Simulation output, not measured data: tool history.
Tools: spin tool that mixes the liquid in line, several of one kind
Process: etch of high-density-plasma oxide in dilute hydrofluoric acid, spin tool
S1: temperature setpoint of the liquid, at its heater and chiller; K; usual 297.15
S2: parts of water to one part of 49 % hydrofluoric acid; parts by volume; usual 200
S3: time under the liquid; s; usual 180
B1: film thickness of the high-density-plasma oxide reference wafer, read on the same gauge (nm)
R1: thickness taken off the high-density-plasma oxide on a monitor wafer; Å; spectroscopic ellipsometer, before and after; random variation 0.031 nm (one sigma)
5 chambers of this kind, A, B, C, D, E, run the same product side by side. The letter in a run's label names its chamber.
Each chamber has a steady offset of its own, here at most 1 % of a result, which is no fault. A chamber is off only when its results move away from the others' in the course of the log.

Run 1A, hour 9.5: usual settings; B1 99.999. Result: R1 69.065 Å.
At hour 16.4: chamber D: hydrofluoric acid flow meter replaced.
Run 2B, hour 17.0: usual settings; B1 99.991. Result: R1 69.446 Å.
Run 3E, hour 26.4: usual settings; B1 99.998. Result: R1 69.755 Å.
Run 4C, hour 35.3: usual settings; B1 100.010. Result: R1 69.066 Å.
At hour 38.8: chamber E: thermometer replaced.
Run 5D, hour 43.1: usual settings but S3 270 s; B1 100.020. Result: R1 103.720 Å.
Run 6D, hour 48.8: usual settings but S3 270 s; B1 100.010. Result: R1 103.870 Å.
Run 7B, hour 58.7: usual settings but S3 270 s; B1 99.992. Result: R1 104.670 Å.
Run 8A, hour 69.8: usual settings but S3 270 s; B1 99.978. Result: R1 103.900 Å.
Run 9C, hour 78.2: usual settings but S3 270 s; B1 100.010. Result: R1 103.860 Å.
At hour 84.0: chamber E: hydrofluoric acid flow meter replaced.
Run 10E, hour 86.3: usual settings; B1 100.000. Result: R1 69.775 Å.
Run 11A, hour 99.1: usual settings; B1 99.998. Result: R1 69.405 Å.
Run 12E, hour 106.8: usual settings but S1 294.15 K, S2 245 parts by volume; B1 100.000. Result: R1 48.376 Å.
Run 13C, hour 113.0: usual settings but S1 294.15 K, S2 245 parts by volume; B1 100.010. Result: R1 48.529 Å.
Run 14D, hour 118.8: usual settings but S1 294.15 K, S2 245 parts by volume; B1 100.000. Result: R1 48.546 Å.
Run 15B, hour 128.4: usual settings but S1 294.15 K, S2 245 parts by volume; B1 99.991. Result: R1 48.503 Å.
Run 16B, hour 139.2: usual settings but S1 294.15 K, S2 245 parts by volume; B1 100.010. Result: R1 48.668 Å.
Run 17C, hour 144.8: usual settings but S2 150 parts by volume, S3 285 s; B1 99.995. Result: R1 154.130 Å.
Run 18E, hour 155.8: usual settings but S2 150 parts by volume, S3 285 s; B1 100.000. Result: R1 155.900 Å.
Run 19A, hour 167.8: usual settings but S2 150 parts by volume, S3 285 s; B1 100.010. Result: R1 153.240 Å.
Run 20D, hour 176.9: usual settings but S2 150 parts by volume, S3 285 s; B1 99.988. Result: R1 153.940 Å.
Run 21D, hour 184.4: usual settings but S2 150 parts by volume, S3 285 s; B1 99.989. Result: R1 154.950 Å.
Run 22C, hour 191.0: usual settings; B1 99.997. Result: R1 69.598 Å.
Run 23A, hour 199.8: usual settings; B1 100.000. Result: R1 68.003 Å.
Run 24B, hour 206.4: usual settings; B1 99.988. Result: R1 70.306 Å.
Run 25E, hour 218.7: usual settings but S1 299.65 K, S3 255 s; B1 100.000. Result: R1 108.440 Å.
Run 26E, hour 227.9: usual settings but S1 299.65 K, S3 255 s; B1 99.986. Result: R1 108.630 Å.
Run 27A, hour 238.0: usual settings but S1 299.65 K, S3 255 s; B1 99.987. Result: R1 104.960 Å.
Run 28D, hour 247.9: usual settings but S1 299.65 K, S3 255 s; B1 100.000. Result: R1 107.290 Å.
Run 29B, hour 257.4: usual settings but S1 299.65 K, S3 255 s; B1 100.020. Result: R1 108.020 Å.
Run 30C, hour 270.1: usual settings; B1 100.000. Result: R1 69.486 Å.
Run 31D, hour 282.8: usual settings; B1 99.989. Result: R1 69.069 Å.
Run 32E, hour 294.2: usual settings; B1 100.000. Result: R1 69.909 Å.
Run 33A, hour 300.4: usual settings but S3 100 s; B1 99.992. Result: R1 37.199 Å.
Run 34B, hour 313.5: usual settings but S3 100 s; B1 99.986. Result: R1 38.610 Å.
Run 35C, hour 324.5: usual settings but S3 100 s; B1 99.992. Result: R1 38.370 Å.
Run 36E, hour 336.4: usual settings but S3 100 s; B1 100.000. Result: R1 38.794 Å.
Run 37A, hour 343.5: usual settings but S3 100 s; B1 99.982. Result: R1 36.971 Å.
Run 38C, hour 355.8: usual settings; B1 99.983. Result: R1 69.506 Å.
Run 39D, hour 367.7: usual settings; B1 100.010. Result: R1 68.740 Å.
Run 40B, hour 380.3: usual settings; B1 99.993. Result: R1 70.017 Å.
Run 41A, hour 388.7: usual settings; B1 99.997. Result: R1 65.149 Å.

Next, every chamber runs the same settings. What will each give?
Run 42A, hour 398.2: usual settings but S3 245 s. Result: R1 ?.
Run 42B, hour 398.2: usual settings but S3 245 s. Result: R1 ?.
Run 42C, hour 398.2: usual settings but S3 245 s. Result: R1 ?.
Run 42D, hour 398.2: usual settings but S3 245 s. Result: R1 ?.
Run 42E, hour 398.2: usual settings but S3 245 s. Result: R1 ?.

run      R1
42A  88.822
42B  94.403
42C  93.943
42D  93.470
42E  95.083
